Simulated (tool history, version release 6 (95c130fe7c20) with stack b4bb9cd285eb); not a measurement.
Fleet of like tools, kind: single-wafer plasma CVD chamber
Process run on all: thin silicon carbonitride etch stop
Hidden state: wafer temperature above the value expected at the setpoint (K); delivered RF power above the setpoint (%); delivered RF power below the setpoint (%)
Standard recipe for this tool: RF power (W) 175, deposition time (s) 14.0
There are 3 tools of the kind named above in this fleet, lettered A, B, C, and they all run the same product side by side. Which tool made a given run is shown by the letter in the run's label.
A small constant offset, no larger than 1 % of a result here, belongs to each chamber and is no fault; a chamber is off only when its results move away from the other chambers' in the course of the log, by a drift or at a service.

run,hour,RF power (W),deposition time (s),hours since the last thermocouple change,hours since the last RF generator calibration,"read-back reference wafer on the same gauge, thickness_nm",mean film thickness on the monitor wafer (Å)
1B,9.6,175,14.0,871.1,314.9,6.5301,77.332
2C,21.7,175,14.0,1496.2,44.1,6.5322,77.285
3A,38.2,175,14.0,445.0,1536.9,6.5249,77.153
4B,50.2,175,14.0,911.7,355.5,6.5298,77.072
5C,62.9,175,14.0,1537.4,85.3,6.5302,77.028
6A,74.1,175,14.0,480.9,1572.8,6.5344,77.118
7C,81.8,175,14.0,1556.3,104.2,6.5313,77.098
8A,93.9,175,14.0,500.7,1592.6,6.5328,76.420
9B,107.7,175,14.0,969.2,413.0,6.5295,77.620
10C,120.3,175,16.6,1594.8,142.7,6.5306,91.013
11B,128.3,175,16.6,989.8,433.6,6.5222,91.270
12A,139.5,175,16.6,546.3,1638.2,6.5212,91.538
13C,154.7,175,14.0,1629.2,177.1,6.5287,77.204
14A,166.6,175,14.0,573.4,1665.3,6.5259,76.722
15B,176.1,175,14.0,1037.6,481.4,6.5295,77.305
16B,188.8,175,14.0,1050.3,494.1,6.5332,77.716
17A,205.1,195,15.0,611.9,1703.8,6.5349,85.635
18C,219.1,195,15.0,1693.6,241.5,6.5339,85.264
19A,226.5,195,15.0,633.3,1725.2,6.5288,85.590
20C,243.1,175,14.0,1717.6,265.5,6.5314,76.922
21B,257.9,175,14.0,1119.4,563.2,6.5326,76.880
22C,270.8,175,14.0,1745.3,293.2,6.5272,76.610
23A,281.5,175,14.0,688.3,1780.2,6.5261,76.997
24B,297.7,175,14.0,1159.2,603.0,6.5265,77.416
25B,313.1,200,16.0,1174.6,618.4,6.5300,91.271
26A,327.6,200,16.0,734.4,1826.3,6.5298,91.240
27C,336.5,200,16.0,1811.0,358.9,6.5313,90.981
28B,346.3,175,14.0,1207.8,651.6,6.5289,77.640
29C,358.2,175,14.0,1832.7,380.6,6.5313,77.231
30A,372.5,175,14.0,779.3,1871.2,6.5309,76.847
31A,380.5,175,14.0,787.3,1879.2,6.5263,77.213
32C,391.1,175,14.0,1865.6,413.5,6.5312,76.575
# hour 394.6: chamber A: RF generator calibrated
33B,402.1,175,14.0,1263.6,707.4,6.5282,77.360
34B,413.4,175,14.0,1274.9,718.7,6.5283,78.030
35A,430.0,175,14.0,836.8,35.5,6.5295,77.257
36C,438.3,175,14.0,1912.8,460.7,6.5303,77.013
37B,448.4,175,14.0,1309.9,753.7,6.5323,77.047
38C,459.3,175,11.6,1933.8,481.7,6.5284,63.529

Read the log: is a single chamber off, either drifting away or since a service, is the gauge that measures every chamber drifting, or is nothing wrong beyond small per-chamber offsets? Name any odd chamber and what most likely caused it.

No chamber is off and the gauge is stable; the differences are just each chamber's small, constant offset.
